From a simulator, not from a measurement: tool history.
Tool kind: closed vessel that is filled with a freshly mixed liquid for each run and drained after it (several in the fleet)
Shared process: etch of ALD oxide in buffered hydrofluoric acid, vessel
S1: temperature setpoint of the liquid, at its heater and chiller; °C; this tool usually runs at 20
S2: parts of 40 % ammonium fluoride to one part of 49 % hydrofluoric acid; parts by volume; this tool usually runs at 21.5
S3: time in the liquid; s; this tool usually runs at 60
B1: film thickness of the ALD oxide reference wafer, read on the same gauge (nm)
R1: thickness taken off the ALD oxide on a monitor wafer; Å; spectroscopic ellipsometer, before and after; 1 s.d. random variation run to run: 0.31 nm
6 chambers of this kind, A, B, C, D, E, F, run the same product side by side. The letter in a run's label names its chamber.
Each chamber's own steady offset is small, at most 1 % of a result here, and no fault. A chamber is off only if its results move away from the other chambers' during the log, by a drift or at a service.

Run 1C, hour 8.4: usual settings; B1 90.018. Result: R1 462.93 Å.
Run 2B, hour 15: usual settings; B1 90.012. Result: R1 458.12 Å.
Run 3F, hour 23.8: usual settings; B1 90.031. Result: R1 457.99 Å.
Run 4D, hour 30.2: usual settings; B1 89.988. Result: R1 461.62 Å.
Run 5A, hour 39.9: usual settings; B1 89.998. Result: R1 454.74 Å.
Run 6E, hour 45.3: usual settings; B1 89.995. Result: R1 458.06 Å.
Run 7A, hour 52.1: usual settings; B1 89.995. Result: R1 458.17 Å.
Run 8D, hour 61.5: usual settings; B1 89.983. Result: R1 464.15 Å.
Run 9F, hour 67.8: usual settings; B1 90.008. Result: R1 457.37 Å.
Run 10E, hour 75.4: usual settings; B1 90.002. Result: R1 452.54 Å.
Run 11B, hour 80.6: usual settings; B1 89.987. Result: R1 452.91 Å.
Run 12C, hour 87: usual settings; B1 90.005. Result: R1 457.01 Å.
Run 13B, hour 97.5: usual settings; B1 89.972. Result: R1 460.48 Å.
Run 14D, hour 107.2: usual settings but S2 27.5 parts by volume; B1 90.009. Result: R1 380.5 Å.
Run 15C, hour 117.3: usual settings but S2 27.5 parts by volume; B1 90.031. Result: R1 390.16 Å.
Run 16A, hour 124.3: usual settings but S2 27.5 parts by volume; B1 89.991. Result: R1 384.78 Å.
Run 17E, hour 132.1: usual settings but S2 27.5 parts by volume; B1 89.988. Result: R1 387.23 Å.
Run 18F, hour 141.1: usual settings but S2 27.5 parts by volume; B1 89.998. Result: R1 381.4 Å.
Run 19C, hour 146.3: usual settings but S2 27.5 parts by volume; B1 90.033. Result: R1 389.93 Å.
Run 20B, hour 153.9: usual settings; B1 89.993. Result: R1 453.72 Å.
At hour 155.4: chamber A: hydrofluoric acid flow meter replaced.
Run 21D, hour 159.8: usual settings; B1 90.001. Result: R1 461.36 Å.
Run 22F, hour 165.9: usual settings; B1 90.025. Result: R1 453.66 Å.
Run 23E, hour 172.9: usual settings; B1 90.007. Result: R1 461.67 Å.
Run 24A, hour 180.4: usual settings; B1 90.013. Result: R1 461.2 Å.
Run 25D, hour 187.3: usual settings; B1 90. Result: R1 455.76 Å.
Run 26A, hour 191.8: usual settings; B1 90.021. Result: R1 464.7 Å.
Run 27E, hour 199.2: usual settings; B1 89.985. Result: R1 458 Å.
At hour 199.9: chamber B: thermometer replaced.
Run 28B, hour 208.5: usual settings but S1 22.5 °C, S3 45 s; B1 89.982. Result: R1 389.38 Å.
Run 29C, hour 213.5: usual settings but S1 22.5 °C, S3 45 s; B1 90. Result: R1 396.88 Å.
Run 30F, hour 223.3: usual settings but S1 22.5 °C, S3 45 s; B1 90.007. Result: R1 394.89 Å.
Run 31C, hour 230.7: usual settings but S1 22.5 °C, S3 45 s; B1 90.008. Result: R1 397.58 Å.
Run 32A, hour 240.5: usual settings but S1 22.5 °C, S3 45 s; B1 89.983. Result: R1 399.49 Å.
Run 33D, hour 249.7: usual settings but S1 22.5 °C, S3 45 s; B1 89.994. Result: R1 391.49 Å.
Run 34F, hour 254.7: usual settings; B1 90.016. Result: R1 450.97 Å.
Run 35E, hour 264.2: usual settings; B1 90.011. Result: R1 452.26 Å.
Run 36B, hour 272.9: usual settings but S2 18 parts by volume; B1 89.996. Result: R1 533.8 Å.
Run 37B, hour 281: usual settings but S2 18 parts by volume; B1 90.005. Result: R1 530.17 Å.
Run 38A, hour 287.5: usual settings but S2 18 parts by volume; B1 90.009. Result: R1 553.61 Å.
Run 39E, hour 294: usual settings but S2 18 parts by volume; B1 89.995. Result: R1 535.01 Å.

Predict what each chamber gives when all 6 of them run the settings below next.
Run 40A, hour 301.5: usual settings. Result: R1 ?.
Run 40B, hour 301.5: usual settings. Result: R1 ?.
Run 40C, hour 301.5: usual settings. Result: R1 ?.
Run 40D, hour 301.5: usual settings. Result: R1 ?.
Run 40E, hour 301.5: usual settings. Result: R1 ?.
Run 40F, hour 301.5: usual settings. Result: R1 ?.

run      R1
40A  474.38
40B  454.23
40C  461.91
40D  459.97
40E  456.96
40F  457.56
